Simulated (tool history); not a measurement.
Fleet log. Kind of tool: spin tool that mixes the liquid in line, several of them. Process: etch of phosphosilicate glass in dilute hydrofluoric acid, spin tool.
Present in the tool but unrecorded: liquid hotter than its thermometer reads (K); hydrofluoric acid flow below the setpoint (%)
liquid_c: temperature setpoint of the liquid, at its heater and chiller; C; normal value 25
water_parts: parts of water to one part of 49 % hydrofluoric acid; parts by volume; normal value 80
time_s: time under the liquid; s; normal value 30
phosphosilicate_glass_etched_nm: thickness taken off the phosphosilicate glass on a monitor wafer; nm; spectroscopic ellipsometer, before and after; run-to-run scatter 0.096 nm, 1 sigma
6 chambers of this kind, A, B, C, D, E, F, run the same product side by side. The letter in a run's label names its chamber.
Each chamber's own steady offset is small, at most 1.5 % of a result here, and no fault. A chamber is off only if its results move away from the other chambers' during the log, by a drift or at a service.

| run | hour | liquid_c | water_parts | time_s | hours since the thermometer was replaced | hours since the hydrofluoric acid flow meter was replaced | read-back film thickness of the phosphosilicate glass reference wafer, read on the same gauge (nm) | phosphosilicate_glass_etched_nm |
|---|---|---|---|---|---|---|---|---|
| 1A | 7.6 | 25 | 80 | 30 | 342.9 | 422.9 | 110.02 | 24.257 |
| 2D | 13.3 | 25 | 80 | 30 | 139.6 | 1483.3 | 109.99 | 23.99 |
| 3B | 21.1 | 25 | 80 | 30 | 460.5 | 1042.2 | 109.96 | 23.864 |
| 4E | 31.1 | 25 | 80 | 30 | 567.1 | 144 | 110.07 | 23.85 |
| 5F | 41.1 | 25 | 80 | 30 | 331.5 | 604 | 110 | 24.058 |
|  | 48.2 | chamber F: hydrofluoric acid flow meter replaced |
| 6C | 48.8 | 20 | 110 | 30 | 557.9 | 727.1 | 110 | 13.689 |
| 7F | 54.6 | 20 | 110 | 30 | 345 | 6.5 | 110 | 13.656 |
| 8D | 62 | 20 | 110 | 30 | 188.3 | 1532 | 109.97 | 13.773 |
| 9A | 69.1 | 20 | 110 | 30 | 404.4 | 484.4 | 110.06 | 13.899 |
| 10B | 78.9 | 20 | 110 | 30 | 518.3 | 1100 | 109.95 | 13.883 |
| 11C | 88.8 | 20 | 110 | 30 | 597.9 | 767.1 | 110.04 | 13.67 |
| 12E | 93.6 | 25 | 80 | 30 | 629.6 | 206.5 | 110.06 | 23.825 |
| 13C | 99 | 25 | 80 | 30 | 608.1 | 777.3 | 110 | 23.913 |
| 14B | 107.2 | 25 | 80 | 30 | 546.6 | 1128.3 | 109.99 | 24.109 |
| 15D | 114 | 25 | 80 | 30 | 240.3 | 1584 | 110.03 | 23.638 |
| 16A | 121.4 | 25 | 80 | 30 | 456.7 | 536.7 | 110.01 | 24.212 |
| 17E | 128.1 | 25 | 80 | 30 | 664.1 | 241 | 110.07 | 23.573 |
| 18F | 137.9 | 25 | 80 | 30 | 428.3 | 89.8 | 110.02 | 23.85 |
| 19A | 146.7 | 25 | 80 | 30 | 482 | 562 | 109.97 | 24.27 |
| 20E | 153.9 | 25 | 80 | 30 | 689.9 | 266.8 | 109.99 | 23.803 |
| 21C | 163.6 | 25 | 80 | 30 | 672.7 | 841.9 | 110 | 23.946 |
| 22D | 171.1 | 25 | 80 | 30 | 297.4 | 1641.1 | 109.98 | 23.823 |
| 23F | 181.2 | 25 | 80 | 30 | 471.6 | 133.1 | 109.97 | 23.883 |
| 24B | 187.8 | 25 | 80 | 30 | 627.2 | 1208.9 | 110 | 24.511 |
| 25F | 195.8 | 25 | 80 | 30 | 486.2 | 147.7 | 110.02 | 23.881 |
| 26B | 203.6 | 25 | 80 | 30 | 643 | 1224.7 | 109.99 | 24.335 |
| 27D | 209.3 | 25 | 80 | 30 | 335.6 | 1679.3 | 109.97 | 23.736 |
| 28A | 214.3 | 28 | 50 | 30 | 549.6 | 629.6 | 109.97 | 45.867 |
| 29E | 219.8 | 28 | 50 | 30 | 755.8 | 332.7 | 110 | 44.227 |
| 30C | 224.9 | 28 | 50 | 30 | 734 | 903.2 | 109.99 | 44.543 |
| 31B | 232.6 | 28 | 50 | 30 | 672 | 1253.7 | 110.04 | 45.69 |
| 32D | 242.8 | 28 | 50 | 30 | 369.1 | 1712.8 | 109.95 | 44.432 |
| 33E | 248.2 | 28 | 50 | 30 | 784.2 | 361.1 | 109.97 | 44.384 |
| 34A | 254 | 22.5 | 80 | 20 | 589.3 | 669.3 | 110.02 | 14.613 |
| 35C | 258.7 | 22.5 | 80 | 20 | 767.8 | 937 | 109.95 | 14.386 |
| 36F | 268.1 | 22.5 | 80 | 20 | 558.5 | 220 | 110.03 | 14.532 |
| 37B | 276.5 | 22.5 | 80 | 20 | 715.9 | 1297.6 | 109.98 | 14.895 |
| 38E | 285.4 | 22.5 | 80 | 20 | 821.4 | 398.3 | 109.99 | 14.372 |

Has any chamber moved away from the others, gradually or after a service, or does the common gauge drift, or do the chambers differ only by their own small steady offsets? State the chamber and the most likely cause if one applies.

It is chamber B that slowly wanders off from its peers.
Cause: liquid hotter than its thermometer reads (K) = 0.855.
Not necessarily distinguishable in this log from: hydrofluoric acid flow above the setpoint (%).

Here are 4 candidates for chamber B's next run, each the usual settings with a change, their results left as question marks. Which one brings its results back in line with what the others give on the usual settings?
A result is in line if it is within this distance of the other chambers' mean on the usual settings: phosphosilicate_glass_etched_nm 0.33 nm
| 39B-1 | 293.2 | 25 | 75 | 30 |  |  |  | ? |
| 39B-2 | 293.2 | 25 | 85 | 30 |  |  |  | ? |
| 39B-3 | 293.2 | 24 | 80 | 30 |  |  |  | ? |
| 39B-4 | 293.2 | 26 | 80 | 30 |  |  |  | ? |

On the usual settings, the other chambers give on average: phosphosilicate_glass_etched_nm 23.903 nm
| run | phosphosilicate_glass_etched_nm |
|---|---|
| 39B-1 | 26.561 |
| 39B-2 | 23.177 |
| 39B-3 | 23.81 |
| 39B-4 | 25.76 |
The answer is 39B-3, which returns the chamber to within the allowed miss of the others.
